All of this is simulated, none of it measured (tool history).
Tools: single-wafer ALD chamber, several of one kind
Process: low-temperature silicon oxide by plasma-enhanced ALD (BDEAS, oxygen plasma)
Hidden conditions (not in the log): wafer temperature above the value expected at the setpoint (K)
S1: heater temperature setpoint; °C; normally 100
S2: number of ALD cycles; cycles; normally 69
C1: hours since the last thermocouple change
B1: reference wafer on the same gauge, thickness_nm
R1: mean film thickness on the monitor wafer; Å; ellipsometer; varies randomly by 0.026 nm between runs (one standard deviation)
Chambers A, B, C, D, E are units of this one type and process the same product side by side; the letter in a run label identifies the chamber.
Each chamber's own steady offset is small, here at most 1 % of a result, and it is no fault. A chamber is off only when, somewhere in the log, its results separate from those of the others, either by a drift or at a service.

run 1E day=0.125 | S1=100 S2=69 | C1=690.2 | B1=10.802 | R1=98.165
run 2B day=0.321 | S1=100 S2=69 | C1=1630 | B1=10.799 | R1=98.903
run 3C day=0.571 | S1=100 S2=69 | C1=936.9 | B1=10.8 | R1=98.307
run 4A day=0.712 | S1=100 S2=69 | C1=1861.8 | B1=10.798 | R1=97.665
run 5D day=0.862 | S1=100 S2=69 | C1=664.3 | B1=10.793 | R1=98.56
run 6E day=1.108 | S1=100 S2=69 | C1=713.8 | B1=10.803 | R1=98.477
run 7C day=1.333 | S1=100 S2=69 | C1=955.2 | B1=10.796 | R1=98.628
run 8B day=1.571 | S1=100 S2=69 | C1=1660 | B1=10.805 | R1=98.46
run 9A day=1.779 | S1=100 S2=69 | C1=1887.4 | B1=10.804 | R1=98.208
run 10D day=1.933 | S1=100 S2=69 | C1=690 | B1=10.806 | R1=98.171
run 11E day=2.15 | S1=100 S2=69 | C1=738.8 | B1=10.8 | R1=98.166
run 12A day=2.308 | S1=100 S2=69 | C1=1900.1 | B1=10.8 | R1=97.793
run 13D day=2.508 | S1=100 S2=69 | C1=703.8 | B1=10.798 | R1=98.024
run 14B day=2.767 | S1=100 S2=69 | C1=1688.7 | B1=10.806 | R1=99.127
run 15C day=2.883 | S1=87 S2=62 | C1=992.4 | B1=10.797 | R1=92.627
run 16A day=3.062 | S1=87 S2=62 | C1=1918.2 | B1=10.803 | R1=92.314
run 17C day=3.267 | S1=87 S2=62 | C1=1001.6 | B1=10.789 | R1=92.68
run 18B day=3.429 | S1=87 S2=62 | C1=1704.6 | B1=10.799 | R1=92.609
run 19E day=3.562 | S1=87 S2=62 | C1=772.7 | B1=10.793 | R1=92.717
run 20D day=3.679 | S1=100 S2=69 | C1=731.9 | B1=10.801 | R1=98.544
run 21C day=3.904 | S1=100 S2=69 | C1=1016.9 | B1=10.8 | R1=98.544
run 22A day=4.079 | S1=100 S2=69 | C1=1942.6 | B1=10.793 | R1=97.691
run 23E day=4.229 | S1=110 S2=79 | C1=788.7 | B1=10.805 | R1=110.64
run 24B day=4.388 | S1=110 S2=79 | C1=1727.6 | B1=10.803 | R1=110.26
run 25D day=4.512 | S1=110 S2=79 | C1=751.9 | B1=10.794 | R1=110.06
run 26D day=4.733 | S1=110 S2=79 | C1=757.2 | B1=10.803 | R1=110.15
run 27C day=4.996 | S1=110 S2=79 | C1=1043.1 | B1=10.796 | R1=110.38
run 28B day=5.204 | S1=100 S2=69 | C1=1747.2 | B1=10.809 | R1=98.741
run 29A day=5.358 | S1=100 S2=69 | C1=1973.3 | B1=10.798 | R1=97.901
run 30E day=5.546 | S1=85 S2=69 | C1=820.3 | B1=10.8 | R1=103.71
run 31B day=5.7 | S1=85 S2=69 | C1=1759.1 | B1=10.798 | R1=103.97
run 32D day=5.888 | S1=85 S2=69 | C1=784.9 | B1=10.801 | R1=103.12
run 33C day=6.142 | S1=85 S2=69 | C1=1070.6 | B1=10.793 | R1=103.83
run 34E day=6.329 | S1=85 S2=69 | C1=839.1 | B1=10.801 | R1=103.73
run 35A day=6.442 | S1=100 S2=69 | C1=1999.3 | B1=10.808 | R1=98.103

Predict what each chamber gives when all 5 of them run the settings below next.
run 36A day=6.629 | S1=92 S2=69 | R1=?
run 36B day=6.629 | S1=92 S2=69 | R1=?
run 36C day=6.629 | S1=92 S2=69 | R1=?
run 36D day=6.629 | S1=92 S2=69 | R1=?
run 36E day=6.629 | S1=92 S2=69 | R1=?

run=36A R1=100.45
run=36B R1=101.16
run=36C R1=101.11
run=36D R1=101.18
run=36E R1=101.77
